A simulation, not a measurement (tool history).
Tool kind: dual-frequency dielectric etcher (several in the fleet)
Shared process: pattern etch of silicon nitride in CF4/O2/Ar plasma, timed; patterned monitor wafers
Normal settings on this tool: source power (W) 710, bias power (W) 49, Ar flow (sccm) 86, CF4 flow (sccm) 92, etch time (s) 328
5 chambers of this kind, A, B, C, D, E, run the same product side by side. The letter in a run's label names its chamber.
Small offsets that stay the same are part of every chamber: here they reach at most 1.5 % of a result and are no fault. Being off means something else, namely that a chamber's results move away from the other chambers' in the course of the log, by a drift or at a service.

| run | hour | source power (W) | bias power (W) | Ar flow (sccm) | CF4 flow (sccm) | etch time (s) | read-back reference wafer on the same gauge, depth_nm | mean etch depth across the wafer (nm) |
|---|---|---|---|---|---|---|---|---|
| 1B | 10 | 710 | 49 | 86 | 92 | 328 | 794.38 | 844.89 |
|  | 23.2 | chamber E: bias power generator calibrated |
| 2A | 24 | 710 | 49 | 86 | 92 | 328 | 793.55 | 845.8 |
| 3D | 37.9 | 710 | 49 | 86 | 92 | 328 | 793.77 | 836.84 |
|  | 43.7 | chamber C: wet clean of the chamber |
| 4C | 50.1 | 710 | 49 | 86 | 92 | 328 | 793.69 | 845.47 |
| 5E | 57.6 | 710 | 49 | 86 | 92 | 328 | 794 | 845.73 |
| 6C | 65.8 | 710 | 49 | 86 | 92 | 328 | 794.64 | 846.99 |
| 7E | 72.9 | 710 | 49 | 86 | 92 | 328 | 793.86 | 848.15 |
| 8D | 84 | 710 | 49 | 86 | 92 | 328 | 794.23 | 840.81 |
| 9B | 94.2 | 710 | 49 | 86 | 92 | 328 | 794.09 | 847.34 |
| 10A | 106.5 | 710 | 49 | 86 | 92 | 328 | 794.56 | 847.15 |
|  | 109.9 | chamber D: wet clean of the chamber |
| 11B | 114 | 710 | 49 | 86 | 92 | 328 | 793.75 | 845.13 |
| 12A | 125.6 | 710 | 49 | 86 | 92 | 328 | 793.69 | 845.7 |
| 13C | 132.3 | 710 | 49 | 86 | 92 | 328 | 794.12 | 850.62 |
|  | 134.4 | chamber E: wet clean of the chamber |
|  | 142.9 | chamber A: wet clean of the chamber |
| 14D | 146.2 | 710 | 49 | 86 | 92 | 328 | 793.43 | 835.71 |
| 15E | 157.4 | 710 | 49 | 86 | 92 | 328 | 793.75 | 845.95 |
| 16D | 169.2 | 710 | 49 | 86 | 92 | 328 | 793.93 | 840.44 |
| 17C | 177.5 | 710 | 49 | 86 | 92 | 328 | 793.9 | 846.65 |
| 18B | 190.9 | 710 | 49 | 86 | 92 | 328 | 793.46 | 850.49 |
| 19A | 199.1 | 710 | 49 | 86 | 92 | 328 | 793.46 | 878.85 |
| 20E | 205.3 | 710 | 49 | 86 | 92 | 328 | 794.52 | 851.82 |
| 21C | 215.4 | 710 | 49 | 86 | 92 | 328 | 794.03 | 852.92 |
| 22D | 228.8 | 710 | 49 | 86 | 92 | 328 | 793.81 | 843.6 |
|  | 230.9 | chamber B: wet clean of the chamber |
| 23A | 235 | 710 | 49 | 86 | 92 | 328 | 793.43 | 870.34 |
| 24E | 243.5 | 710 | 49 | 86 | 92 | 328 | 794.17 | 847.25 |
| 25B | 250.7 | 710 | 49 | 77 | 92 | 328 | 793.77 | 861.98 |
| 26B | 263.8 | 710 | 49 | 77 | 92 | 328 | 794.23 | 859.92 |
| 27C | 271.5 | 710 | 49 | 77 | 92 | 328 | 794.16 | 863.83 |
| 28D | 279.8 | 710 | 49 | 77 | 92 | 328 | 794.51 | 850.03 |
| 29A | 289.8 | 710 | 49 | 77 | 92 | 328 | 793.98 | 889.23 |
| 30E | 296.1 | 710 | 49 | 86 | 92 | 361 | 793.92 | 933.29 |
| 31B | 308.6 | 710 | 49 | 86 | 92 | 361 | 794.05 | 937.2 |
| 32A | 318.3 | 710 | 49 | 86 | 92 | 361 | 794.31 | 956.32 |
| 33D | 325.4 | 710 | 49 | 86 | 92 | 361 | 793.82 | 926.75 |
| 34C | 338.8 | 710 | 49 | 86 | 92 | 361 | 794.14 | 937.14 |
| 35E | 350.9 | 710 | 49 | 86 | 92 | 328 | 794.01 | 848 |
| 36B | 357.9 | 580 | 49 | 86 | 92 | 287 | 794.04 | 617.59 |
| 37A | 364.4 | 580 | 49 | 86 | 92 | 287 | 794.21 | 639.71 |
| 38D | 374.4 | 580 | 49 | 86 | 92 | 287 | 794.17 | 615.82 |

Read the log: is a single chamber off, either drifting away or since a service, is the gauge that measures every chamber drifting, or is nothing wrong beyond small per-chamber offsets? Name any odd chamber and what most likely caused it.

The work done on chamber A during a service left it standing apart from the others.
Cause: etch rate over this chamber's usual, % = 3.15.

Below are 4 candidate recipes for chamber A's next run, each the usual settings with a change, their results shown as question marks. Which of them brings A's results back in line with what the other chambers give on the usual settings?
In line means no further than this from the other chambers' mean on the usual settings: mean etch depth across the wafer (nm) 8.3
| 39A-1 | 384.4 | 710 | 46 | 88 | 90 | 328 |  | ? |
| 39A-2 | 384.4 | 710 | 49 | 86 | 92 | 337.5 |  | ? |
| 39A-3 | 384.4 | 710 | 44 | 90 | 88 | 328 |  | ? |
| 39A-4 | 384.4 | 750 | 49 | 85 | 92 | 328 |  | ? |

On the usual settings, the other chambers give on average: mean etch depth across the wafer (nm) 845.84
| run | mean etch depth across the wafer (nm) |
|---|---|
| 39A-1 | 847 |
| 39A-2 | 896.58 |
| 39A-3 | 828.75 |
| 39A-4 | 915.9 |
It is 39A-1 that realigns the chamber with its peers.
